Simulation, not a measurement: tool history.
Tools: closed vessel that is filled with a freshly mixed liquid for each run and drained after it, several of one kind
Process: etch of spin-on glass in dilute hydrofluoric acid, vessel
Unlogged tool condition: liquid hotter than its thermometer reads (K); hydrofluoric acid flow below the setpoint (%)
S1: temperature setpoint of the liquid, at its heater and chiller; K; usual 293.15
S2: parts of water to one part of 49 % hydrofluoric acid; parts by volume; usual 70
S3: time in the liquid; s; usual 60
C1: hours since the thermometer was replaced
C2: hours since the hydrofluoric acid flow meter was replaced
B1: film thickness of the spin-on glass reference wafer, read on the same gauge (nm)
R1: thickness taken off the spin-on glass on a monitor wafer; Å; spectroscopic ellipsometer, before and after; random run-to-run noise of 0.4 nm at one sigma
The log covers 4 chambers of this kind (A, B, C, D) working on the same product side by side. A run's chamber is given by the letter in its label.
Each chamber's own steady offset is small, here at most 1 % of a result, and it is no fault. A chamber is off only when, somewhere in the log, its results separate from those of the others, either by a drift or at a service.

run,hour,S1,S2,S3,C1,C2,B1,R1
1B,6.5,293.15,70,60,560,174.6,139.99,469.69
2D,14.5,293.15,70,60,203.8,950.7,140,475.95
3A,21.8,293.15,70,60,367.9,455.1,140,486.21
4C,27,293.15,70,60,1711,1309.1,139.98,481.96
5B,35.7,293.15,70,60,589.2,203.8,140,472.18
6A,41,293.15,70,60,387.1,474.3,139.98,480.73
# hour 47.9: chamber C: thermometer replaced
7D,51.6,293.15,70,60,240.9,987.8,139.95,483.85
8C,58.4,293.15,70,60,10.5,1340.5,140,480.2
9C,69.1,293.15,70,60,21.2,1351.2,140.02,476.03
10A,77.5,293.15,70,60,423.6,510.8,139.99,484.91
11D,89.2,293.15,70,60,278.5,1025.4,139.98,468.32
12B,97.2,293.15,70,60,650.7,265.3,140.01,477.48
13B,107.8,293.15,70,60,661.3,275.9,140.01,473.93
14D,117.6,293.15,70,60,306.9,1053.8,139.98,472.84
15C,129.4,293.15,70,60,81.5,1411.5,140,479.46
16A,135.6,295.65,70,40,481.7,568.9,139.96,356.96
17A,146.7,295.65,70,40,492.8,580,140,356.83
18B,157.4,295.65,70,40,710.9,325.5,139.99,354.96
19D,164.6,295.65,70,40,353.9,1100.8,139.97,354.67
20C,171.9,293.15,70,60,124,1454,140,474.51
21A,179.8,293.15,70,60,525.9,613.1,140.01,481.14
22C,190.1,293.15,70,60,142.2,1472.2,140.03,478.88
23B,201.2,293.15,70,60,754.7,369.3,140.01,469.54
24D,211.6,296.15,70,50,400.9,1147.8,139.98,451.1
25D,223.2,296.15,70,50,412.5,1159.4,139.99,454.98
26A,228.5,296.15,70,50,574.6,661.8,139.98,456.26
27C,236.3,296.15,70,50,188.4,1518.4,139.96,455.82
28B,247.1,293.15,70,60,800.6,415.2,140.05,471.25
29A,256.7,293.15,70,60,602.8,690,140.01,482.74
30C,263.7,293.15,70,60,215.8,1545.8,140,478.69
31D,274.2,293.15,70,60,463.5,1210.4,139.97,487.27
32B,283.9,293.15,70,60,837.4,452,140.02,466.84
33D,293.1,293.15,70,60,482.4,1229.3,140.02,486.61
34B,300.1,293.15,70,60,853.6,468.2,139.96,464.28
35C,307.3,293.15,70,60,259.4,1589.4,140,477.46
36A,315.3,293.15,70,60,661.4,748.6,139.96,485.91
37D,327.4,293.15,70,60,516.7,1263.6,140,498.53
38C,333.2,293.15,70,60,285.3,1615.3,140.01,471.1
39B,342.3,293.15,70,60,895.8,510.4,139.99,475.21
40A,349.5,293.15,70,60,695.6,782.8,140.01,483.92
41D,356.2,293.15,70,60,545.5,1292.4,140,497.62
42C,368.2,293.15,70,60,320.3,1650.3,140.02,475.85
43A,377.4,293.15,70,60,723.5,810.7,139.98,481.07

For the next run the whole fleet of 4 chambers uses the same settings. Give each chamber's results:
44A,386.1,293.15,50,60,,,,?
44B,386.1,293.15,50,60,,,,?
44C,386.1,293.15,50,60,,,,?
44D,386.1,293.15,50,60,,,,?

run,R1
44A,692.64
44B,687.94
44C,696.7
44D,709.94

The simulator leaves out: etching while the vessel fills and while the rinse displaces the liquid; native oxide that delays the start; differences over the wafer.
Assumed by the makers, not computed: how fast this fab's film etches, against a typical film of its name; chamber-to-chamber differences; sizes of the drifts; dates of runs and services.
